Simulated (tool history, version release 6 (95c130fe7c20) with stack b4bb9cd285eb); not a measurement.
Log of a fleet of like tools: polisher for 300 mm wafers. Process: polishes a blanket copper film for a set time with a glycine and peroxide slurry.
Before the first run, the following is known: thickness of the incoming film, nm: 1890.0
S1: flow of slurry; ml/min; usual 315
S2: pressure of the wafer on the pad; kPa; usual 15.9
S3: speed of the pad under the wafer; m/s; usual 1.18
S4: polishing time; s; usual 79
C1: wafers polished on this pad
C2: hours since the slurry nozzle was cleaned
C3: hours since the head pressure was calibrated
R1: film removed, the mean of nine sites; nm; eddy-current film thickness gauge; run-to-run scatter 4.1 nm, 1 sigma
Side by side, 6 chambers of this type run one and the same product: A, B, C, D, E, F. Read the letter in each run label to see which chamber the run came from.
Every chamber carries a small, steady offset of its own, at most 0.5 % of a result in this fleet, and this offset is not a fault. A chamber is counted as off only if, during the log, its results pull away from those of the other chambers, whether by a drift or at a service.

{"hour": 0.9, "done": "chamber A: worn pad replaced by a new one"}
{"hour": 4.1, "done": "chamber B: slurry nozzle cleaned"}
{"hour": 8.0, "done": "chamber B: worn pad replaced by a new one"}
{"run": "1A", "hour": 11.0, "S1": 315, "S2": 15.9, "S3": 1.18, "S4": 79, "C1": 86, "C2": 33.8, "C3": 516.6, "R1": 366.92}
{"run": "2E", "hour": 22.1, "S1": 315, "S2": 15.9, "S3": 1.18, "S4": 79, "C1": 675, "C2": 73.7, "C3": 385.3, "R1": 370.73}
{"run": "3D", "hour": 31.5, "S1": 315, "S2": 15.9, "S3": 1.18, "S4": 79, "C1": 389, "C2": 420.0, "C3": 1068.4, "R1": 380.57}
{"run": "4B", "hour": 38.7, "S1": 315, "S2": 15.9, "S3": 1.18, "S4": 79, "C1": 261, "C2": 34.7, "C3": 1075.2, "R1": 372.08}
{"hour": 44.8, "done": "chamber F: head pressure recalibrated"}
{"run": "5C", "hour": 45.2, "S1": 365, "S2": 15.9, "S3": 1.18, "S4": 61, "C1": 478, "C2": 182.4, "C3": 241.5, "R1": 292.85}
{"hour": 54.8, "done": "chamber A: head pressure recalibrated"}
{"run": "6F", "hour": 55.1, "S1": 365, "S2": 15.9, "S3": 1.18, "S4": 61, "C1": 530, "C2": 220.3, "C3": 10.3, "R1": 292.18}
{"run": "7C", "hour": 61.0, "S1": 365, "S2": 15.9, "S3": 1.18, "S4": 61, "C1": 612, "C2": 198.2, "C3": 257.3, "R1": 287.18}
{"run": "8E", "hour": 69.6, "S1": 365, "S2": 15.9, "S3": 1.18, "S4": 61, "C1": 1078, "C2": 121.2, "C3": 432.8, "R1": 288.65}
{"run": "9D", "hour": 76.0, "S1": 365, "S2": 15.9, "S3": 1.18, "S4": 61, "C1": 766, "C2": 464.5, "C3": 1112.9, "R1": 288.66}
{"run": "10F", "hour": 85.9, "S1": 365, "S2": 15.9, "S3": 1.18, "S4": 61, "C1": 791, "C2": 251.1, "C3": 41.1, "R1": 294.03}
{"hour": 87.6, "done": "chamber F: worn pad replaced by a new one"}
{"hour": 90.1, "done": "chamber D: worn pad replaced by a new one"}
{"run": "11B", "hour": 92.1, "S1": 315, "S2": 15.9, "S3": 1.18, "S4": 79, "C1": 714, "C2": 88.1, "C3": 1128.6, "R1": 370.99}
{"run": "12A", "hour": 98.9, "S1": 315, "S2": 15.9, "S3": 1.18, "S4": 79, "C1": 831, "C2": 121.7, "C3": 44.2, "R1": 366.91}
{"run": "13C", "hour": 103.7, "S1": 315, "S2": 15.9, "S3": 1.18, "S4": 79, "C1": 974, "C2": 240.9, "C3": 300.0, "R1": 369.92}
{"hour": 112.0, "done": "chamber C: worn pad replaced by a new one"}
{"hour": 112.5, "done": "chamber C: slurry nozzle cleaned"}
{"run": "14D", "hour": 113.4, "S1": 315, "S2": 11.0, "S3": 1.18, "S4": 79, "C1": 198, "C2": 501.9, "C3": 1150.3, "R1": 275.91}
{"run": "15A", "hour": 118.8, "S1": 315, "S2": 11.0, "S3": 1.18, "S4": 79, "C1": 1000, "C2": 141.6, "C3": 64.1, "R1": 280.87}
{"hour": 123.0, "done": "chamber A: worn pad replaced by a new one"}
{"run": "16E", "hour": 124.5, "S1": 315, "S2": 11.0, "S3": 1.18, "S4": 79, "C1": 1543, "C2": 176.1, "C3": 487.7, "R1": 281.78}
{"run": "17F", "hour": 134.2, "S1": 315, "S2": 11.0, "S3": 1.18, "S4": 79, "C1": 395, "C2": 299.4, "C3": 89.4, "R1": 282.78}
{"run": "18B", "hour": 142.1, "S1": 315, "S2": 11.0, "S3": 1.18, "S4": 79, "C1": 1138, "C2": 138.1, "C3": 1178.6, "R1": 281.11}
{"hour": 149.5, "done": "chamber D: slurry nozzle cleaned"}
{"run": "19A", "hour": 151.7, "S1": 315, "S2": 11.0, "S3": 1.18, "S4": 79, "C1": 243, "C2": 174.5, "C3": 97.0, "R1": 278.47}
{"run": "20D", "hour": 158.6, "S1": 315, "S2": 15.9, "S3": 1.18, "S4": 79, "C1": 581, "C2": 9.1, "C3": 1195.5, "R1": 376.06}
{"run": "21E", "hour": 168.1, "S1": 315, "S2": 15.9, "S3": 1.18, "S4": 79, "C1": 1913, "C2": 219.7, "C3": 531.3, "R1": 366.85}
{"run": "22C", "hour": 177.3, "S1": 315, "S2": 11.7, "S3": 1.18, "S4": 79, "C1": 554, "C2": 64.9, "C3": 373.6, "R1": 293.77}
{"run": "23F", "hour": 185.4, "S1": 315, "S2": 11.7, "S3": 1.18, "S4": 79, "C1": 829, "C2": 350.6, "C3": 140.6, "R1": 295.77}
{"hour": 191.8, "done": "chamber B: worn pad replaced by a new one"}
{"run": "24B", "hour": 193.8, "S1": 315, "S2": 11.7, "S3": 1.18, "S4": 79, "C1": 17, "C2": 189.8, "C3": 1230.3, "R1": 293.53}
{"run": "25C", "hour": 200.3, "S1": 315, "S2": 11.7, "S3": 1.18, "S4": 79, "C1": 749, "C2": 87.9, "C3": 396.6, "R1": 291.97}
{"hour": 203.8, "done": "chamber D: worn pad replaced by a new one"}
{"hour": 205.5, "done": "chamber F: worn pad replaced by a new one"}
{"run": "26A", "hour": 206.6, "S1": 315, "S2": 11.7, "S3": 1.18, "S4": 79, "C1": 709, "C2": 229.4, "C3": 151.9, "R1": 290.08}
{"hour": 209.0, "done": "chamber B: head pressure recalibrated"}
{"run": "27B", "hour": 215.3, "S1": 315, "S2": 11.7, "S3": 1.18, "S4": 79, "C1": 199, "C2": 211.3, "C3": 6.4, "R1": 288.83}
{"run": "28E", "hour": 223.3, "S1": 315, "S2": 15.9, "S3": 1.18, "S4": 79, "C1": 2381, "C2": 274.9, "C3": 586.5, "R1": 361.55}
{"run": "29D", "hour": 233.9, "S1": 315, "S2": 15.9, "S3": 1.18, "S4": 79, "C1": 255, "C2": 84.4, "C3": 1270.8, "R1": 375.61}
{"hour": 237.7, "done": "chamber C: worn pad replaced by a new one"}
{"hour": 241.1, "done": "chamber A: worn pad replaced by a new one"}
{"run": "30F", "hour": 243.2, "S1": 315, "S2": 15.9, "S3": 1.18, "S4": 79, "C1": 320, "C2": 408.4, "C3": 198.4, "R1": 373.44}
{"run": "31C", "hour": 252.5, "S1": 280, "S2": 15.9, "S3": 1.56, "S4": 79, "C1": 125, "C2": 140.1, "C3": 448.8, "R1": 472.49}
{"hour": 258.0, "done": "chamber C: head pressure recalibrated"}
{"run": "32A", "hour": 259.3, "S1": 280, "S2": 15.9, "S3": 1.56, "S4": 79, "C1": 155, "C2": 282.1, "C3": 204.6, "R1": 456.03}
{"run": "33B", "hour": 264.1, "S1": 280, "S2": 15.9, "S3": 1.56, "S4": 79, "C1": 613, "C2": 260.1, "C3": 55.2, "R1": 467.6}
{"run": "34D", "hour": 273.5, "S1": 280, "S2": 15.9, "S3": 1.56, "S4": 79, "C1": 591, "C2": 124.0, "C3": 1310.4, "R1": 462.21}
{"run": "35E", "hour": 279.8, "S1": 280, "S2": 15.9, "S3": 1.56, "S4": 79, "C1": 2860, "C2": 331.4, "C3": 643.0, "R1": 433.32}
{"run": "36F", "hour": 286.1, "S1": 280, "S2": 15.9, "S3": 1.56, "S4": 79, "C1": 684, "C2": 451.3, "C3": 241.3, "R1": 460.24}
{"hour": 291.1, "done": "chamber D: head pressure recalibrated"}
{"run": "37A", "hour": 291.8, "S1": 315, "S2": 15.9, "S3": 1.18, "S4": 79, "C1": 430, "C2": 314.6, "C3": 237.1, "R1": 371.7}
{"run": "38B", "hour": 297.4, "S1": 315, "S2": 15.9, "S3": 1.18, "S4": 79, "C1": 895, "C2": 293.4, "C3": 88.5, "R1": 378.61}
{"run": "39C", "hour": 308.3, "S1": 315, "S2": 15.9, "S3": 1.18, "S4": 79, "C1": 599, "C2": 195.9, "C3": 50.3, "R1": 367.67}
{"hour": 311.5, "done": "chamber D: worn pad replaced by a new one"}
{"run": "40E", "hour": 314.3, "S1": 315, "S2": 15.9, "S3": 0.98, "S4": 60, "C1": 3153, "C2": 365.9, "C3": 677.5, "R1": 226.58}
{"hour": 318.6, "done": "chamber F: worn pad replaced by a new one"}
{"run": "41F", "hour": 319.4, "S1": 315, "S2": 15.9, "S3": 0.98, "S4": 60, "C1": 7, "C2": 484.6, "C3": 274.6, "R1": 244.6}
{"run": "42D", "hour": 328.7, "S1": 315, "S2": 15.9, "S3": 0.98, "S4": 60, "C1": 146, "C2": 179.2, "C3": 37.6, "R1": 244.08}
{"run": "43A", "hour": 334.0, "S1": 315, "S2": 15.9, "S3": 0.98, "S4": 60, "C1": 788, "C2": 356.8, "C3": 279.3, "R1": 239.74}
{"run": "44D", "hour": 343.1, "S1": 315, "S2": 15.9, "S3": 0.98, "S4": 60, "C1": 268, "C2": 193.6, "C3": 52.0, "R1": 243.15}

For the next run the whole fleet of 6 chambers uses the same settings. Give each chamber's results:
{"run": "45A", "hour": 351.1, "S1": 315, "S2": 15.9, "S3": 1.18, "S4": 79, "R1": "?"}
{"run": "45B", "hour": 351.1, "S1": 315, "S2": 15.9, "S3": 1.18, "S4": 79, "R1": "?"}
{"run": "45C", "hour": 351.1, "S1": 315, "S2": 15.9, "S3": 1.18, "S4": 79, "R1": "?"}
{"run": "45D", "hour": 351.1, "S1": 315, "S2": 15.9, "S3": 1.18, "S4": 79, "R1": "?"}
{"run": "45E", "hour": 351.1, "S1": 315, "S2": 15.9, "S3": 1.18, "S4": 79, "R1": "?"}
{"run": "45F", "hour": 351.1, "S1": 315, "S2": 15.9, "S3": 1.18, "S4": 79, "R1": "?"}

run=45A R1=363.40
run=45B R1=370.19
run=45C R1=370.92
run=45D R1=375.44
run=45E R1=340.00
run=45F R1=364.03

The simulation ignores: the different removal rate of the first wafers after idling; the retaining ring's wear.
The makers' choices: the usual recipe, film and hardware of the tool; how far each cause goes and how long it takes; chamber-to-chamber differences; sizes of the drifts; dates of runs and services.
